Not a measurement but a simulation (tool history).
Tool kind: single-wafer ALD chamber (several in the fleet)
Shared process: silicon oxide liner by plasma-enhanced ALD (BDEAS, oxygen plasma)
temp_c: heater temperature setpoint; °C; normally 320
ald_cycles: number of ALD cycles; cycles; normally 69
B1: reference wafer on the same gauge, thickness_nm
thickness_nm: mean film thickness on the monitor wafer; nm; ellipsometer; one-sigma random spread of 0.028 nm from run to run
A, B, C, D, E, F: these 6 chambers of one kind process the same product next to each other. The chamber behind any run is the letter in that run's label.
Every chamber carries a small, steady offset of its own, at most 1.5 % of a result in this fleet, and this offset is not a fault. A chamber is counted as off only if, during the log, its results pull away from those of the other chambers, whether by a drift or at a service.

run 1B hour=7.8 | temp_c=320 ald_cycles=69 | B1=6.4091 | thickness_nm=6.3205
run 2E hour=15.6 | temp_c=320 ald_cycles=69 | B1=6.4109 | thickness_nm=6.1992
run 3D hour=30.2 | temp_c=320 ald_cycles=69 | B1=6.411 | thickness_nm=6.2694
run 4A hour=45.2 | temp_c=320 ald_cycles=69 | B1=6.4062 | thickness_nm=6.3111
run 5C hour=53.4 | temp_c=320 ald_cycles=69 | B1=6.4171 | thickness_nm=6.172
run 6F hour=68.7 | temp_c=320 ald_cycles=69 | B1=6.4063 | thickness_nm=6.208
run 7C hour=84.1 | temp_c=335 ald_cycles=63 | B1=6.4131 | thickness_nm=5.5477
run 8F hour=93.2 | temp_c=335 ald_cycles=63 | B1=6.4088 | thickness_nm=5.5837
run 9E hour=102.2 | temp_c=335 ald_cycles=63 | B1=6.4029 | thickness_nm=5.5481
run 10A hour=112 | temp_c=335 ald_cycles=63 | B1=6.4147 | thickness_nm=5.6041
run 11D hour=119.2 | temp_c=335 ald_cycles=63 | B1=6.4155 | thickness_nm=5.6133
run 12B hour=133.6 | temp_c=335 ald_cycles=63 | B1=6.4082 | thickness_nm=5.6747
run 13C hour=145.4 | temp_c=320 ald_cycles=69 | B1=6.4107 | thickness_nm=6.195
run 14B hour=152.4 | temp_c=320 ald_cycles=69 | B1=6.4103 | thickness_nm=6.2742
run 15F hour=164.8 | temp_c=320 ald_cycles=69 | B1=6.4025 | thickness_nm=6.25
run 16E hour=177.2 | temp_c=320 ald_cycles=69 | B1=6.4151 | thickness_nm=6.1891
run 17A hour=187 | temp_c=320 ald_cycles=69 | B1=6.4133 | thickness_nm=6.2795
run 18D hour=199.5 | temp_c=320 ald_cycles=69 | B1=6.4156 | thickness_nm=6.2756
run 19D hour=207.2 | temp_c=320 ald_cycles=69 | B1=6.4128 | thickness_nm=6.2628
run 20E hour=222.7 | temp_c=320 ald_cycles=69 | B1=6.407 | thickness_nm=6.2417
run 21F hour=234.2 | temp_c=320 ald_cycles=69 | B1=6.4095 | thickness_nm=6.2097
run 22A hour=247.2 | temp_c=309 ald_cycles=65 | B1=6.4117 | thickness_nm=6.0725
run 23B hour=258.6 | temp_c=309 ald_cycles=65 | B1=6.4127 | thickness_nm=6.0481
run 24C hour=272.8 | temp_c=309 ald_cycles=65 | B1=6.4088 | thickness_nm=5.9698
run 25D hour=279.7 | temp_c=309 ald_cycles=65 | B1=6.4169 | thickness_nm=6.0676
run 26A hour=292 | temp_c=309 ald_cycles=65 | B1=6.4141 | thickness_nm=5.9982
run 27C hour=307.2 | temp_c=309 ald_cycles=65 | B1=6.4051 | thickness_nm=5.9149
run 28F hour=320.8 | temp_c=320 ald_cycles=69 | B1=6.4148 | thickness_nm=6.2461
run 29E hour=329.2 | temp_c=320 ald_cycles=69 | B1=6.4161 | thickness_nm=6.2327
run 30B hour=341.6 | temp_c=320 ald_cycles=69 | B1=6.4115 | thickness_nm=6.3184
run 31C hour=349 | temp_c=320 ald_cycles=69 | B1=6.41 | thickness_nm=6.1804
run 32B hour=357 | temp_c=320 ald_cycles=69 | B1=6.4136 | thickness_nm=6.3331
run 33E hour=367 | temp_c=320 ald_cycles=69 | B1=6.4131 | thickness_nm=6.2356
-- hour=376.6 chamber D: thermocouple changed; heater temperature recalibrated
run 34A hour=381.6 | temp_c=320 ald_cycles=69 | B1=6.4146 | thickness_nm=6.3101
run 35D hour=395.6 | temp_c=320 ald_cycles=69 | B1=6.4122 | thickness_nm=6.2709
run 36F hour=403.8 | temp_c=320 ald_cycles=69 | B1=6.4104 | thickness_nm=6.2574
run 37E hour=411.5 | temp_c=320 ald_cycles=69 | B1=6.4104 | thickness_nm=6.2339
run 38F hour=421.7 | temp_c=320 ald_cycles=69 | B1=6.4154 | thickness_nm=6.2031
run 39B hour=436.2 | temp_c=331 ald_cycles=58 | B1=6.4092 | thickness_nm=5.2428
run 40C hour=448.5 | temp_c=331 ald_cycles=58 | B1=6.4183 | thickness_nm=5.1163
run 41D hour=461.3 | temp_c=331 ald_cycles=58 | B1=6.4064 | thickness_nm=5.1624

Next, every chamber runs the same settings. What will each give?
run 42A hour=472.5 | temp_c=320 ald_cycles=82 | thickness_nm=?
run 42B hour=472.5 | temp_c=320 ald_cycles=82 | thickness_nm=?
run 42C hour=472.5 | temp_c=320 ald_cycles=82 | thickness_nm=?
run 42D hour=472.5 | temp_c=320 ald_cycles=82 | thickness_nm=?
run 42E hour=472.5 | temp_c=320 ald_cycles=82 | thickness_nm=?
run 42F hour=472.5 | temp_c=320 ald_cycles=82 | thickness_nm=?

run=42A thickness_nm=7.4882
run=42B thickness_nm=7.5221
run=42C thickness_nm=7.4264
run=42D thickness_nm=7.4293
run=42E thickness_nm=7.3704
run=42F thickness_nm=7.3345

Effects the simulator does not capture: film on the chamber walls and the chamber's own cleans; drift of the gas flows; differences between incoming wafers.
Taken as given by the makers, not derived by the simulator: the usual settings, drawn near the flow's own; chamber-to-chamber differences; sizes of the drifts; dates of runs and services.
